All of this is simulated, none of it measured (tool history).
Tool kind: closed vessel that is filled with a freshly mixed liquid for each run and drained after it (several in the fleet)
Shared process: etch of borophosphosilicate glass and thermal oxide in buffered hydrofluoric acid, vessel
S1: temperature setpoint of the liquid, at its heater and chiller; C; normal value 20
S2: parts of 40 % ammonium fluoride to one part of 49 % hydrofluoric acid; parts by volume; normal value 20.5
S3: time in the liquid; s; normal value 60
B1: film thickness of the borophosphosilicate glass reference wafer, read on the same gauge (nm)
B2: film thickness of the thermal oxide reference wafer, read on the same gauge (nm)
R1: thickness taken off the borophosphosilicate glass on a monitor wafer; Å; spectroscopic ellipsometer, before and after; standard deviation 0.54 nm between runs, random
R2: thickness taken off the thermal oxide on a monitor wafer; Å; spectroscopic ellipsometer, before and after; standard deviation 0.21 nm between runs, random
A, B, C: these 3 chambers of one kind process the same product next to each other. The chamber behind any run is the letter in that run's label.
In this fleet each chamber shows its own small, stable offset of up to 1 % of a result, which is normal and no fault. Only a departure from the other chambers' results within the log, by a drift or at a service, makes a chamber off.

run 1A hour=5.7 | S1=20 S2=20.5 S3=60 | B1=140 B2=59.965 | R1=858.16 R2=282.87
run 2C hour=10.1 | S1=20 S2=20.5 S3=60 | B1=139.99 B2=60.001 | R1=851.14 R2=285.1
run 3B hour=16.3 | S1=20 S2=20.5 S3=60 | B1=140 B2=60.013 | R1=859.87 R2=287.51
run 4A hour=22.9 | S1=20 S2=20.5 S3=60 | B1=140.02 B2=59.995 | R1=855.2 R2=283.59
run 5C hour=28 | S1=20 S2=20.5 S3=60 | B1=140 B2=60.015 | R1=856 R2=289.15
run 6B hour=32.3 | S1=20 S2=20.5 S3=60 | B1=140 B2=59.975 | R1=871.81 R2=287.3
run 7C hour=35.8 | S1=17 S2=20.5 S3=90 | B1=140.01 B2=59.995 | R1=1094.6 R2=364.75
run 8A hour=42.1 | S1=17 S2=20.5 S3=90 | B1=140.02 B2=59.994 | R1=1069.2 R2=358.39
run 9B hour=48.3 | S1=17 S2=20.5 S3=90 | B1=140 B2=59.976 | R1=1087.2 R2=364.2
run 10B hour=52.2 | S1=20 S2=20.5 S3=60 | B1=140 B2=59.98 | R1=856.42 R2=289.05
run 11A hour=57.2 | S1=20 S2=20.5 S3=60 | B1=140.01 B2=59.964 | R1=862.74 R2=284.48
run 12C hour=61 | S1=20 S2=20.5 S3=60 | B1=140.01 B2=60.021 | R1=848.62 R2=285.33
run 13A hour=65.6 | S1=20 S2=20.5 S3=60 | B1=139.99 B2=60.014 | R1=851.92 R2=284.81
run 14B hour=70.6 | S1=20 S2=20.5 S3=60 | B1=140.02 B2=60 | R1=847.18 R2=288.66
run 15C hour=77.3 | S1=20 S2=20.5 S3=60 | B1=140.02 B2=60.024 | R1=854.6 R2=287.17
run 16B hour=83.6 | S1=20 S2=20.5 S3=60 | B1=140.02 B2=60.006 | R1=855.89 R2=287.3
run 17A hour=86.7 | S1=20 S2=20.5 S3=60 | B1=140 B2=59.977 | R1=856.75 R2=285.28
run 18C hour=92.3 | S1=20 S2=20.5 S3=60 | B1=140.01 B2=60.014 | R1=850.65 R2=283.74
run 19A hour=99.4 | S1=20 S2=20.5 S3=85 | B1=140.01 B2=59.976 | R1=1205.6 R2=406.05
run 20B hour=105.4 | S1=20 S2=20.5 S3=85 | B1=140.01 B2=60.053 | R1=1231.8 R2=406.83
run 21C hour=109.1 | S1=20 S2=20.5 S3=85 | B1=140 B2=59.999 | R1=1199.1 R2=405.24
run 22C hour=115.8 | S1=20 S2=20.5 S3=60 | B1=140.01 B2=60.057 | R1=850.14 R2=286.02
run 23B hour=120 | S1=20 S2=20.5 S3=60 | B1=139.99 B2=60.027 | R1=848.86 R2=286.36
run 24A hour=125.6 | S1=20 S2=20.5 S3=60 | B1=140 B2=60.023 | R1=861.45 R2=284.59
run 25B hour=130.3 | S1=20 S2=20.5 S3=60 | B1=139.99 B2=59.959 | R1=852.96 R2=289.25
run 26A hour=134.9 | S1=20 S2=20.5 S3=60 | B1=139.99 B2=59.963 | R1=860.45 R2=281.26
run 27C hour=138.8 | S1=20 S2=20.5 S3=60 | B1=139.99 B2=60.026 | R1=839.16 R2=284.64
run 28C hour=144.1 | S1=20 S2=20.5 S3=60 | B1=140.01 B2=59.95 | R1=844 R2=284.82
-- hour=146.4 chamber A: thermometer replaced
run 29A hour=149.7 | S1=20 S2=20.5 S3=60 | B1=140 B2=60.005 | R1=849.23 R2=283.99
run 30B hour=156 | S1=17 S2=26.5 S3=60 | B1=140.01 B2=60.023 | R1=611.96 R2=204.86
run 31B hour=162.6 | S1=17 S2=26.5 S3=60 | B1=139.99 B2=60.002 | R1=610.88 R2=205.08
run 32A hour=166.7 | S1=17 S2=26.5 S3=60 | B1=139.98 B2=60.059 | R1=603.98 R2=200.93
run 33C hour=171.7 | S1=20 S2=20.5 S3=60 | B1=140 B2=59.968 | R1=862.57 R2=283.31
run 34A hour=177.3 | S1=17 S2=20.5 S3=75 | B1=140 B2=60.036 | R1=899.84 R2=299.55
run 35C hour=183.9 | S1=17 S2=20.5 S3=75 | B1=140.01 B2=60.009 | R1=913.96 R2=299.59
run 36B hour=189.5 | S1=17 S2=20.5 S3=75 | B1=140 B2=59.954 | R1=896.14 R2=301.23
run 37B hour=194.4 | S1=20 S2=27.5 S3=75 | B1=140.02 B2=60.026 | R1=874.08 R2=297.08
run 38A hour=199.5 | S1=20 S2=27.5 S3=75 | B1=140 B2=60.007 | R1=871.15 R2=288.21
run 39C hour=206.2 | S1=20 S2=27.5 S3=75 | B1=140.01 B2=59.99 | R1=870.29 R2=289.78

Decide between three cases: one chamber stands off from its peers, the gauge reading all wafers drifts, or nothing is wrong past each chamber's small offset. Where a chamber is off, say which and what most likely put it there.

No chamber stands off beyond its own small offset, and the gauge holds steady.
